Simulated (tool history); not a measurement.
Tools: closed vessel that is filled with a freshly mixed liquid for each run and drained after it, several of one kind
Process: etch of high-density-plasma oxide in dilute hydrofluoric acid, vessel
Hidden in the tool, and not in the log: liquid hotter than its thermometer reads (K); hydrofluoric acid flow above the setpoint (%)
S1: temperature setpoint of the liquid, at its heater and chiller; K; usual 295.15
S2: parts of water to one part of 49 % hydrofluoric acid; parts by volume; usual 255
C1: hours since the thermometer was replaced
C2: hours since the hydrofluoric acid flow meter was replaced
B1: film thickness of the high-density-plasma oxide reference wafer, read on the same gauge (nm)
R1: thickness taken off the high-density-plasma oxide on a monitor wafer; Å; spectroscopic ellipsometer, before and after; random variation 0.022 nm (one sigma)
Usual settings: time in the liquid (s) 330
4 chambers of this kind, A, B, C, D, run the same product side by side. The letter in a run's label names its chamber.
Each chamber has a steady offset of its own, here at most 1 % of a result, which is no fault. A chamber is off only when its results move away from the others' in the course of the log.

run 1C hour=9.2 | S1=295.15 S2=255 time_in_the_liquid_(s)=330 | C1=1306.6 C2=664.3 | B1=140.03 | R1=58.002
run 2D hour=16.9 | S1=295.15 S2=255 time_in_the_liquid_(s)=330 | C1=575.3 C2=716.6 | B1=140 | R1=58.348
run 3B hour=25.1 | S1=295.15 S2=255 time_in_the_liquid_(s)=330 | C1=1736.5 C2=623.6 | B1=140 | R1=59.54
run 4A hour=34.1 | S1=295.15 S2=255 time_in_the_liquid_(s)=330 | C1=1746.7 C2=791.5 | B1=140.02 | R1=58.903
run 5B hour=42.7 | S1=295.15 S2=255 time_in_the_liquid_(s)=330 | C1=1754.1 C2=641.2 | B1=139.97 | R1=59.329
run 6D hour=50.3 | S1=295.15 S2=255 time_in_the_liquid_(s)=330 | C1=608.7 C2=750 | B1=139.98 | R1=58.765
run 7A hour=55.1 | S1=295.15 S2=210 time_in_the_liquid_(s)=330 | C1=1767.7 C2=812.5 | B1=139.98 | R1=74.353
run 8C hour=64.2 | S1=295.15 S2=210 time_in_the_liquid_(s)=330 | C1=1361.6 C2=719.3 | B1=140.02 | R1=74.666
run 9B hour=71.2 | S1=295.15 S2=210 time_in_the_liquid_(s)=330 | C1=1782.6 C2=669.7 | B1=140 | R1=76.082
run 10D hour=77.1 | S1=295.15 S2=210 time_in_the_liquid_(s)=330 | C1=635.5 C2=776.8 | B1=140 | R1=74.863
run 11C hour=83.7 | S1=295.15 S2=255 time_in_the_liquid_(s)=330 | C1=1381.1 C2=738.8 | B1=140 | R1=58.419
run 12A hour=89.6 | S1=295.15 S2=255 time_in_the_liquid_(s)=330 | C1=1802.2 C2=847 | B1=140.02 | R1=59.258
run 13C hour=98.1 | S1=295.15 S2=255 time_in_the_liquid_(s)=330 | C1=1395.5 C2=753.2 | B1=140.01 | R1=58.224
run 14A hour=104.8 | S1=295.15 S2=255 time_in_the_liquid_(s)=330 | C1=1817.4 C2=862.2 | B1=140 | R1=59.179
run 15B hour=112.6 | S1=295.15 S2=255 time_in_the_liquid_(s)=330 | C1=1824 C2=711.1 | B1=139.99 | R1=59.242
-- hour=118.2 chamber B: thermometer replaced
run 16D hour=120.4 | S1=295.15 S2=255 time_in_the_liquid_(s)=330 | C1=678.8 C2=820.1 | B1=139.99 | R1=59.058
run 17C hour=126.3 | S1=295.15 S2=255 time_in_the_liquid_(s)=330 | C1=1423.7 C2=781.4 | B1=139.99 | R1=58.867
run 18A hour=132.3 | S1=295.15 S2=255 time_in_the_liquid_(s)=330 | C1=1844.9 C2=889.7 | B1=140.02 | R1=59.18
run 19B hour=141.1 | S1=295.15 S2=255 time_in_the_liquid_(s)=330 | C1=22.9 C2=739.6 | B1=140.01 | R1=59.444
run 20D hour=150.3 | S1=292.15 S2=160 time_in_the_liquid_(s)=330 | C1=708.7 C2=850 | B1=139.99 | R1=91.845
run 21B hour=159.9 | S1=292.15 S2=160 time_in_the_liquid_(s)=330 | C1=41.7 C2=758.4 | B1=139.97 | R1=92.893
run 22A hour=167.9 | S1=292.15 S2=160 time_in_the_liquid_(s)=330 | C1=1880.5 C2=925.3 | B1=140 | R1=92.818
run 23C hour=174.4 | S1=292.15 S2=160 time_in_the_liquid_(s)=330 | C1=1471.8 C2=829.5 | B1=140.02 | R1=90.514
run 24D hour=181.8 | S1=295.15 S2=255 time_in_the_liquid_(s)=330 | C1=740.2 C2=881.5 | B1=140.01 | R1=58.467
run 25D hour=186.7 | S1=295.15 S2=255 time_in_the_liquid_(s)=330 | C1=745.1 C2=886.4 | B1=139.99 | R1=58.62
run 26C hour=193.7 | S1=295.15 S2=255 time_in_the_liquid_(s)=330 | C1=1491.1 C2=848.8 | B1=139.98 | R1=58.57
run 27B hour=200.5 | S1=295.15 S2=255 time_in_the_liquid_(s)=330 | C1=82.3 C2=799 | B1=140.01 | R1=59.667
run 28A hour=208.4 | S1=295.15 S2=255 time_in_the_liquid_(s)=330 | C1=1921 C2=965.8 | B1=140.04 | R1=59.842
run 29A hour=216.8 | S1=295.15 S2=255 time_in_the_liquid_(s)=330 | C1=1929.4 C2=974.2 | B1=140.03 | R1=60.423
run 30C hour=223 | S1=295.15 S2=255 time_in_the_liquid_(s)=330 | C1=1520.4 C2=878.1 | B1=139.98 | R1=58.339
run 31B hour=231.5 | S1=295.15 S2=255 time_in_the_liquid_(s)=330 | C1=113.3 C2=830 | B1=139.99 | R1=59.642
run 32D hour=240.6 | S1=295.15 S2=255 time_in_the_liquid_(s)=330 | C1=799 C2=940.3 | B1=140.01 | R1=58.63
run 33D hour=249.2 | S1=295.15 S2=255 time_in_the_liquid_(s)=330 | C1=807.6 C2=948.9 | B1=139.97 | R1=58.836
run 34C hour=254.7 | S1=295.15 S2=155 time_in_the_liquid_(s)=510 | C1=1552.1 C2=909.8 | B1=140.01 | R1=165.5
run 35B hour=262.4 | S1=295.15 S2=155 time_in_the_liquid_(s)=510 | C1=144.2 C2=860.9 | B1=140 | R1=169
run 36A hour=268 | S1=295.15 S2=155 time_in_the_liquid_(s)=510 | C1=1980.6 C2=1025.4 | B1=140 | R1=169.97
run 37A hour=274.1 | S1=295.15 S2=155 time_in_the_liquid_(s)=510 | C1=1986.7 C2=1031.5 | B1=139.98 | R1=169.41
run 38D hour=279.7 | S1=295.15 S2=255 time_in_the_liquid_(s)=330 | C1=838.1 C2=979.4 | B1=139.97 | R1=59.009
run 39C hour=285.6 | S1=295.15 S2=255 time_in_the_liquid_(s)=330 | C1=1583 C2=940.7 | B1=140 | R1=58.368
run 40B hour=291.9 | S1=295.15 S2=255 time_in_the_liquid_(s)=330 | C1=173.7 C2=890.4 | B1=139.99 | R1=59.081
run 41D hour=299.3 | S1=295.15 S2=255 time_in_the_liquid_(s)=330 | C1=857.7 C2=999 | B1=140.01 | R1=58.814
run 42C hour=306.5 | S1=291.15 S2=255 time_in_the_liquid_(s)=460 | C1=1603.9 C2=961.6 | B1=140.03 | R1=70.455
run 43A hour=314.9 | S1=291.15 S2=255 time_in_the_liquid_(s)=460 | C1=2027.5 C2=1072.3 | B1=140.03 | R1=73.035

What goes on in this fleet: one chamber off, a drifting gauge, or nothing beyond the chambers' own small offsets? Name the chamber and the cause, if any.

Chamber A drifts away from the others.
Cause: hydrofluoric acid flow above the setpoint (%) = 3.75.
The log may not tell that from: liquid hotter than its thermometer reads (K).

Here are 4 candidates for chamber A's next run, each the usual settings with a change, their results left as question marks. Which one brings its results back in line with what the others give on the usual settings?
In line means no further than this from the other chambers' mean on the usual settings: R1 0.77 Å
run 44A-1 hour=321.8 | S1=295.15 S2=260 time_in_the_liquid_(s)=325 | R1=?
run 44A-2 hour=321.8 | S1=295.15 S2=255 time_in_the_liquid_(s)=335 | R1=?
run 44A-3 hour=321.8 | S1=295.15 S2=250 time_in_the_liquid_(s)=335 | R1=?
run 44A-4 hour=321.8 | S1=295.15 S2=255 time_in_the_liquid_(s)=325 | R1=?

The other chambers' mean on the usual settings: R1 58.9 Å
run=44A-1 R1=58.791
run=44A-2 R1=62.065
run=44A-3 R1=63.594
run=44A-4 R1=60.212
44A-1 brings the chamber back in line.
